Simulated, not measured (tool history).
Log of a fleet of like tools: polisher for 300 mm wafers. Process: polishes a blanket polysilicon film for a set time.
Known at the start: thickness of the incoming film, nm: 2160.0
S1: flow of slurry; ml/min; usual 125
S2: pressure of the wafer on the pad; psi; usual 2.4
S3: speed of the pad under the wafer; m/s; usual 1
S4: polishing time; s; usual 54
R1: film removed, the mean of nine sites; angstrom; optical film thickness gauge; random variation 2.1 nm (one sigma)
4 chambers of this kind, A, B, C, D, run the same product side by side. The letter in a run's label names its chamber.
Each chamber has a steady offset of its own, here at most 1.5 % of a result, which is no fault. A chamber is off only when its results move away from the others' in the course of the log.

Run 1A, hour 7: usual settings. Result: R1 3171.2 angstrom.
At hour 12.5: chamber D: worn pad replaced by a new one.
Run 2B, hour 13.9: usual settings. Result: R1 3238.4 angstrom.
Run 3C, hour 27.1: usual settings. Result: R1 3238.9 angstrom.
At hour 27.2: chamber C: worn pad replaced by a new one.
Run 4D, hour 34.1: usual settings. Result: R1 3250.5 angstrom.
Run 5B, hour 42.1: usual settings. Result: R1 3237.3 angstrom.
At hour 45: chamber B: worn pad replaced by a new one.
At hour 49.1: chamber A: worn pad replaced by a new one.
Run 6D, hour 54.7: usual settings. Result: R1 3209.4 angstrom.
Run 7C, hour 68.5: usual settings. Result: R1 3220.1 angstrom.
Run 8A, hour 80.1: usual settings. Result: R1 3177.2 angstrom.
At hour 80.2: chamber D: worn pad replaced by a new one.
Run 9B, hour 93.8: usual settings. Result: R1 3217.7 angstrom.
Run 10C, hour 104.4: usual settings. Result: R1 3203.3 angstrom.
Run 11D, hour 114.5: usual settings. Result: R1 3225.6 angstrom.
Run 12A, hour 123.6: usual settings. Result: R1 3190.7 angstrom.
At hour 124.6: chamber A: worn pad replaced by a new one.
At hour 127.4: chamber C: worn pad replaced by a new one.
At hour 130.3: chamber B: worn pad replaced by a new one.
Run 13B, hour 131.8: usual settings. Result: R1 3182.8 angstrom.
Run 14C, hour 138.7: usual settings. Result: R1 3243.2 angstrom.
Run 15A, hour 145.7: usual settings. Result: R1 3196.2 angstrom.
Run 16D, hour 156.1: usual settings. Result: R1 3225.1 angstrom.
At hour 163.4: chamber C: slurry nozzle cleaned.
Run 17D, hour 164.7: usual settings. Result: R1 3226 angstrom.
At hour 166.2: chamber D: worn pad replaced by a new one.
Run 18C, hour 173.3: usual settings. Result: R1 3221.8 angstrom.
Run 19B, hour 184: usual settings. Result: R1 3136.9 angstrom.
Run 20A, hour 195.1: usual settings. Result: R1 3173.4 angstrom.
Run 21B, hour 204.1: usual settings. Result: R1 3165.5 angstrom.
At hour 210.2: chamber B: worn pad replaced by a new one.
At hour 212: chamber A: worn pad replaced by a new one.
Run 22D, hour 218.6: usual settings. Result: R1 3223.2 angstrom.
At hour 221.6: chamber C: worn pad replaced by a new one.
At hour 225.1: chamber C: head pressure recalibrated.
Run 23C, hour 225.1: usual settings. Result: R1 3218.8 angstrom.
Run 24A, hour 239.2: usual settings. Result: R1 3157.4 angstrom.
At hour 248.9: chamber D: worn pad replaced by a new one.
Run 25C, hour 251.8: usual settings but S2 3 psi, S4 41 s. Result: R1 3039.5 angstrom.
Run 26D, hour 260.4: usual settings but S2 3 psi, S4 41 s. Result: R1 3038.8 angstrom.
Run 27A, hour 271.3: usual settings but S2 3 psi, S4 41 s. Result: R1 3003.4 angstrom.
Run 28B, hour 278: usual settings but S2 3 psi, S4 41 s. Result: R1 2954.2 angstrom.
At hour 284.4: chamber A: worn pad replaced by a new one.
Run 29C, hour 287.6: usual settings. Result: R1 3224.2 angstrom.
At hour 290.4: chamber B: worn pad replaced by a new one.
Run 30B, hour 294.1: usual settings but S2 2.1 psi, S4 40 s. Result: R1 2007 angstrom.
Run 31A, hour 300.5: usual settings but S2 2.1 psi, S4 40 s. Result: R1 2040.1 angstrom.
At hour 302.1: chamber C: worn pad replaced by a new one.
At hour 308: chamber A: slurry nozzle cleaned.
Run 32D, hour 314.1: usual settings but S2 2.1 psi, S4 40 s. Result: R1 2104.5 angstrom.
Run 33D, hour 325.3: usual settings but S2 2.1 psi, S4 40 s. Result: R1 2089.6 angstrom.
Run 34C, hour 332.8: usual settings. Result: R1 3236.5 angstrom.
At hour 335.1: chamber D: worn pad replaced by a new one.
Run 35A, hour 345.3: usual settings. Result: R1 3214.3 angstrom.
Run 36B, hour 351.6: usual settings. Result: R1 3080.9 angstrom.
Run 37C, hour 358.1: usual settings. Result: R1 3225.2 angstrom.
Run 38D, hour 366: usual settings. Result: R1 3226.8 angstrom.
At hour 367.1: chamber B: worn pad replaced by a new one.
At hour 368.7: chamber A: worn pad replaced by a new one.
Run 39A, hour 373: usual settings. Result: R1 3192.7 angstrom.
Run 40B, hour 385.9: usual settings. Result: R1 3072.5 angstrom.

What goes on in this fleet: one chamber off, a drifting gauge, or nothing beyond the chambers' own small offsets? Name the chamber and the cause, if any.

Chamber B drifts away from the others.
Cause: head's pressure below its setpoint, % = 5.41.
The log may not tell that from: slurry flow missing at the pad, %.

Here are 4 candidates for chamber B's next run, each the usual settings with a change, their results left as question marks. Which one brings its results back in line with what the others give on the usual settings?
In line means no further than this from the other chambers' mean on the usual settings: R1 72 angstrom
Run 41B-1, hour 396.4: usual settings but S3 1.02 m/s, S4 56 s. Result: R1 ?.
Run 41B-2, hour 396.4: usual settings but S2 2.3 psi, S3 0.96 m/s. Result: R1 ?.
Run 41B-3, hour 396.4: usual settings but S4 51 s. Result: R1 ?.
Run 41B-4, hour 396.4: usual settings but S2 2.5 psi, S3 1.02 m/s, S4 56 s. Result: R1 ?.

The other chambers' mean on the usual settings: R1 3212.3 angstrom
  run      R1
41B-1  3221.2
41B-2  2803.5
41B-3  2876.9
41B-4  3356.1
41B-1 brings the chamber back in line.
